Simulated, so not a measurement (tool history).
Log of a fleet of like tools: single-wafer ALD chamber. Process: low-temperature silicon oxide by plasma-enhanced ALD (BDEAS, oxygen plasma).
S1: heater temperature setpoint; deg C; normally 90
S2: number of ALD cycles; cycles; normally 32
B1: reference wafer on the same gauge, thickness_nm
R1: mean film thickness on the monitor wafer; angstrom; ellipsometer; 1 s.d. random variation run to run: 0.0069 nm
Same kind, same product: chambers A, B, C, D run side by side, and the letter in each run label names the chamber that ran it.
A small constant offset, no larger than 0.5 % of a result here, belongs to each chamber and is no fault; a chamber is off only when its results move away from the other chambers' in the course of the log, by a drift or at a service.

run 1B hour=12.4 | S1=90 S2=32 | B1=4.1529 | R1=47.297
run 2C hour=20.1 | S1=90 S2=32 | B1=4.1528 | R1=47.483
run 3D hour=29.5 | S1=90 S2=32 | B1=4.1529 | R1=47.258
run 4A hour=43.8 | S1=90 S2=32 | B1=4.1538 | R1=47.293
run 5D hour=53.9 | S1=90 S2=30 | B1=4.1536 | R1=44.299
run 6A hour=65.4 | S1=90 S2=30 | B1=4.1545 | R1=44.38
-- hour=79.2 chamber A: thermocouple changed; heater temperature recalibrated
run 7B hour=79.5 | S1=90 S2=30 | B1=4.1576 | R1=44.444
run 8C hour=92.4 | S1=90 S2=30 | B1=4.1577 | R1=44.576
run 9B hour=102.6 | S1=90 S2=32 | B1=4.1578 | R1=47.428
run 10D hour=112.2 | S1=90 S2=32 | B1=4.1595 | R1=47.116
run 11C hour=121.7 | S1=90 S2=32 | B1=4.1596 | R1=47.559
run 12A hour=131.5 | S1=90 S2=37 | B1=4.1613 | R1=54.705
run 13A hour=141 | S1=90 S2=37 | B1=4.1606 | R1=54.776
run 14B hour=148.9 | S1=90 S2=37 | B1=4.1617 | R1=54.785
run 15D hour=157.3 | S1=90 S2=37 | B1=4.1617 | R1=54.78
run 16C hour=168.6 | S1=90 S2=36 | B1=4.1652 | R1=53.464
run 17D hour=182.4 | S1=90 S2=36 | B1=4.1651 | R1=53.347
run 18B hour=191.6 | S1=90 S2=36 | B1=4.1666 | R1=53.431
run 19C hour=203.2 | S1=90 S2=36 | B1=4.1667 | R1=53.46
run 20A hour=210.8 | S1=90 S2=32 | B1=4.1666 | R1=47.392
run 21D hour=223.2 | S1=90 S2=32 | B1=4.17 | R1=47.405
run 22B hour=233.7 | S1=90 S2=32 | B1=4.1688 | R1=47.607
run 23A hour=243.2 | S1=90 S2=32 | B1=4.1694 | R1=47.365
run 24C hour=251 | S1=90 S2=32 | B1=4.1689 | R1=47.666
run 25B hour=258.4 | S1=90 S2=32 | B1=4.171 | R1=47.633
run 26C hour=267.5 | S1=90 S2=32 | B1=4.1726 | R1=47.709
run 27D hour=275.9 | S1=90 S2=32 | B1=4.1728 | R1=47.554
run 28A hour=289.4 | S1=90 S2=32 | B1=4.1758 | R1=47.552

Is one chamber off against the others, does the gauge drift, or is nothing wrong? If a chamber is off, say which, and what the likeliest cause is.

The shared gauge is drifting. All chambers look as if they move in step, but none is off.
Cause: gauge reads high (%) = 0.605.
